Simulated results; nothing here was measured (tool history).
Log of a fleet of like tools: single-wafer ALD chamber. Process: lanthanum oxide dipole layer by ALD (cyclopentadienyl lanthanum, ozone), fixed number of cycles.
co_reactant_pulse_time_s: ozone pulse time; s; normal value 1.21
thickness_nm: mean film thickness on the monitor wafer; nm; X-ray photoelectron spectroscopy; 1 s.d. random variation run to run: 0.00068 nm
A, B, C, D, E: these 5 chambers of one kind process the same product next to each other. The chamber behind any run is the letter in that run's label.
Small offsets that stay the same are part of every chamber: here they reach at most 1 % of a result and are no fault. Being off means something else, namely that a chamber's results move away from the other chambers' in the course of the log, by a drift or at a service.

| run | hour | co_reactant_pulse_time_s | hours since the last thermocouple change | hours since the last ozone generator service | read-back reference wafer on the same gauge, thickness_nm | thickness_nm |
|---|---|---|---|---|---|---|
| 1B | 6 | 1.21 | 679.7 | 332.7 | 0.52409 | 0.52579 |
| 2A | 15.2 | 1.21 | 1247.4 | 97.3 | 0.52381 | 0.52507 |
| 3D | 23.2 | 1.21 | 1626 | 787.1 | 0.52398 | 0.52419 |
| 4C | 28.4 | 1.21 | 1096.8 | 1414.7 | 0.5237 | 0.52503 |
| 5E | 36.6 | 1.21 | 785.4 | 738.1 | 0.52361 | 0.52369 |
| 6D | 41.5 | 0.76 | 1644.3 | 805.4 | 0.52368 | 0.44659 |
| 7E | 48.2 | 0.76 | 797 | 749.7 | 0.52334 | 0.45049 |
| 8B | 52.5 | 0.76 | 726.2 | 379.2 | 0.52352 | 0.4487 |
| 9C | 58.2 | 0.76 | 1126.6 | 1444.5 | 0.52339 | 0.45354 |
| 10A | 66.4 | 0.76 | 1298.6 | 148.5 | 0.52325 | 0.44937 |
| 11C | 71.2 | 1.21 | 1139.6 | 1457.5 | 0.52322 | 0.52403 |
| 12B | 79.3 | 1.41 | 753 | 406 | 0.52331 | 0.54143 |
| 13E | 85.3 | 1.41 | 834.1 | 786.8 | 0.52325 | 0.53883 |
| 14A | 90.8 | 1.41 | 1323 | 172.9 | 0.52327 | 0.54095 |
| 15D | 98.8 | 1.41 | 1701.6 | 862.7 | 0.52314 | 0.54085 |
|  | 99 | chamber D: ozone generator serviced |
| 16C | 106.3 | 1.41 | 1174.7 | 1492.6 | 0.52318 | 0.5396 |
| 17E | 115.1 | 0.98 | 863.9 | 816.6 | 0.52296 | 0.49431 |
| 18D | 121.8 | 0.98 | 1724.6 | 22.8 | 0.52281 | 0.4932 |
| 19A | 130 | 0.98 | 1362.2 | 212.1 | 0.52278 | 0.49402 |
|  | 133.8 | chamber B: ozone generator serviced |
| 20B | 136.9 | 0.98 | 810.6 | 3.2 | 0.52259 | 0.49373 |
| 21C | 145.4 | 0.98 | 1213.8 | 1531.7 | 0.52257 | 0.49541 |
| 22D | 151.5 | 1.21 | 1754.3 | 52.5 | 0.52267 | 0.52302 |
| 23B | 160.1 | 1.21 | 833.8 | 26.4 | 0.52267 | 0.52379 |
| 24A | 168.4 | 1.21 | 1400.6 | 250.5 | 0.52247 | 0.5243 |
|  | 170.5 | chamber E: thermocouple changed; heater temperature recalibrated |
| 25E | 175 | 1.21 | 4.6 | 876.5 | 0.52222 | 0.52268 |
| 26E | 181.6 | 1.21 | 11.2 | 883.1 | 0.52229 | 0.52049 |
| 27D | 189.4 | 1.21 | 1792.2 | 90.4 | 0.52235 | 0.52218 |
| 28B | 197.1 | 1.21 | 870.8 | 63.4 | 0.52226 | 0.52321 |
| 29C | 202.9 | 1.21 | 1271.3 | 1589.2 | 0.5222 | 0.5233 |
| 30A | 210.4 | 1.21 | 1442.6 | 292.5 | 0.52198 | 0.52191 |
| 31C | 217.8 | 1.21 | 1286.2 | 1604.1 | 0.52195 | 0.52311 |
| 32B | 226.7 | 1.21 | 900.4 | 93 | 0.52181 | 0.52279 |
| 33D | 231.6 | 1.21 | 1834.4 | 132.6 | 0.52174 | 0.52234 |
| 34A | 235.7 | 1.21 | 1467.9 | 317.8 | 0.52187 | 0.52342 |
| 35E | 243.5 | 1.01 | 73.1 | 945 | 0.52188 | 0.4975 |
|  | 249.7 | chamber C: ozone generator serviced |
| 36B | 251.9 | 1.01 | 925.6 | 118.2 | 0.52169 | 0.49742 |
| 37A | 258.7 | 1.01 | 1490.9 | 340.8 | 0.52157 | 0.49668 |
| 38E | 263.8 | 1.01 | 93.4 | 965.3 | 0.52165 | 0.49725 |
| 39D | 272.9 | 1.01 | 1875.7 | 173.9 | 0.52157 | 0.49696 |
| 40C | 277.7 | 1.21 | 1346.1 | 28 | 0.52138 | 0.52254 |
| 41B | 283.2 | 1.21 | 956.9 | 149.5 | 0.52114 | 0.52365 |
| 42E | 291.8 | 0.78 | 121.4 | 993.3 | 0.5213 | 0.45287 |

What goes on in this fleet: one chamber off, a drifting gauge, or nothing beyond the chambers' own small offsets? Name the chamber and the cause, if any.

No chamber is off; the gauge reading every chamber's wafers drifts, which makes the whole fleet appear to move together.
Likeliest cause: gauge reads low (%) = 0.526.
